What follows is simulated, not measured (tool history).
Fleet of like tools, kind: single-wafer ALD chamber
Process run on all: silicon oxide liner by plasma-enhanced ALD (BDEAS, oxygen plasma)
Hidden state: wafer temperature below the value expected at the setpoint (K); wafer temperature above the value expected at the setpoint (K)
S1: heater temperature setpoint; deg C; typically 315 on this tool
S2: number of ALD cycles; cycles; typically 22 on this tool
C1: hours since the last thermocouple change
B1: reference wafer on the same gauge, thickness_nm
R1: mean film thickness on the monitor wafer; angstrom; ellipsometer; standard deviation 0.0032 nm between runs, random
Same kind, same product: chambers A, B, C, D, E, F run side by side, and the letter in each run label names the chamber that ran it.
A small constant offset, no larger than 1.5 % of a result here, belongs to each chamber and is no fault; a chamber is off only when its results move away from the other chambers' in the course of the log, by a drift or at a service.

Run 1A, hour 7.7: usual settings; C1 1584.9; B1 1.7800. Result: R1 20.034 angstrom.
Run 2F, hour 21.0: usual settings; C1 160.6; B1 1.7797. Result: R1 20.003 angstrom.
Run 3B, hour 33.7: usual settings; C1 348.1; B1 1.7812. Result: R1 20.237 angstrom.
Run 4E, hour 48.3: usual settings; C1 240.8; B1 1.7811. Result: R1 20.268 angstrom.
Run 5D, hour 56.4: usual settings; C1 345.2; B1 1.7818. Result: R1 20.194 angstrom.
Run 6C, hour 69.5: usual settings; C1 1060.4; B1 1.7810. Result: R1 20.139 angstrom.
Run 7E, hour 83.9: usual settings but S1 307 deg C; C1 276.4; B1 1.7822. Result: R1 20.481 angstrom.
Run 8B, hour 92.1: usual settings but S1 307 deg C; C1 406.5; B1 1.7823. Result: R1 20.505 angstrom.
Run 9F, hour 104.6: usual settings but S1 307 deg C; C1 244.2; B1 1.7825. Result: R1 20.265 angstrom.
Run 10D, hour 118.0: usual settings but S1 307 deg C; C1 406.8; B1 1.7828. Result: R1 20.457 angstrom.
Run 11C, hour 128.0: usual settings but S1 307 deg C; C1 1118.9; B1 1.7827. Result: R1 20.357 angstrom.
Run 12A, hour 143.1: usual settings but S1 307 deg C; C1 1720.3; B1 1.7839. Result: R1 20.278 angstrom.
Run 13A, hour 150.4: usual settings; C1 1727.6; B1 1.7840. Result: R1 20.048 angstrom.
Run 14B, hour 158.6: usual settings; C1 473.0; B1 1.7831. Result: R1 20.275 angstrom.
Run 15D, hour 169.9: usual settings; C1 458.7; B1 1.7843. Result: R1 20.262 angstrom.
Run 16E, hour 183.7: usual settings; C1 376.2; B1 1.7846. Result: R1 20.267 angstrom.
Run 17F, hour 194.4: usual settings but S1 329 deg C; C1 334.0; B1 1.7850. Result: R1 19.618 angstrom.
Run 18C, hour 207.0: usual settings but S1 329 deg C; C1 1197.9; B1 1.7863. Result: R1 19.837 angstrom.
Run 19B, hour 216.1: usual settings but S1 329 deg C; C1 530.5; B1 1.7855. Result: R1 19.894 angstrom.
Run 20A, hour 228.5: usual settings but S1 329 deg C; C1 1805.7; B1 1.7871. Result: R1 19.724 angstrom.
Run 21E, hour 239.7: usual settings but S1 329 deg C; C1 432.2; B1 1.7859. Result: R1 19.829 angstrom.
Run 22D, hour 250.9: usual settings but S1 329 deg C; C1 539.7; B1 1.7867. Result: R1 19.919 angstrom.
Run 23C, hour 262.7: usual settings but S1 325 deg C, S2 25 cycles; C1 1253.6; B1 1.7866. Result: R1 22.609 angstrom.
Run 24F, hour 270.4: usual settings but S1 325 deg C, S2 25 cycles; C1 410.0; B1 1.7871. Result: R1 22.410 angstrom.
Run 25A, hour 284.8: usual settings but S1 325 deg C, S2 25 cycles; C1 1862.0; B1 1.7871. Result: R1 22.581 angstrom.
Run 26C, hour 299.4: usual settings but S1 325 deg C, S2 25 cycles; C1 1290.3; B1 1.7880. Result: R1 22.717 angstrom.
Run 27B, hour 312.7: usual settings but S1 325 deg C, S2 25 cycles; C1 627.1; B1 1.7883. Result: R1 22.777 angstrom.
Run 28D, hour 321.5: usual settings but S1 325 deg C, S2 25 cycles; C1 610.3; B1 1.7878. Result: R1 22.684 angstrom.
Run 29E, hour 333.8: usual settings; C1 526.3; B1 1.7891. Result: R1 20.322 angstrom.
Run 30F, hour 348.6: usual settings; C1 488.2; B1 1.7893. Result: R1 20.072 angstrom.
Run 31F, hour 356.0: usual settings; C1 495.6; B1 1.7888. Result: R1 20.006 angstrom.
Run 32C, hour 365.5: usual settings; C1 1356.4; B1 1.7891. Result: R1 20.241 angstrom.
Run 33B, hour 379.2: usual settings; C1 693.6; B1 1.7901. Result: R1 20.377 angstrom.
Run 34D, hour 388.2: usual settings; C1 677.0; B1 1.7894. Result: R1 20.306 angstrom.
Run 35E, hour 401.2: usual settings; C1 593.7; B1 1.7912. Result: R1 20.346 angstrom.
Run 36A, hour 412.2: usual settings; C1 1989.4; B1 1.7907. Result: R1 20.159 angstrom.
Run 37C, hour 419.7: usual settings; C1 1410.6; B1 1.7913. Result: R1 20.317 angstrom.
Run 38E, hour 428.6: usual settings; C1 621.1; B1 1.7907. Result: R1 20.378 angstrom.
Run 39A, hour 438.3: usual settings; C1 2015.5; B1 1.7912. Result: R1 20.152 angstrom.

Next, all 6 chambers run the settings below, one line each with question marks for the results. What does each chamber give?
Run 40A, hour 449.5: usual settings but S1 327 deg C. Result: R1 ?.
Run 40B, hour 449.5: usual settings but S1 327 deg C. Result: R1 ?.
Run 40C, hour 449.5: usual settings but S1 327 deg C. Result: R1 ?.
Run 40D, hour 449.5: usual settings but S1 327 deg C. Result: R1 ?.
Run 40E, hour 449.5: usual settings but S1 327 deg C. Result: R1 ?.
Run 40F, hour 449.5: usual settings but S1 327 deg C. Result: R1 ?.

run      R1
40A  19.798
40B  20.040
40C  19.909
40D  20.010
40E  19.977
40F  19.667
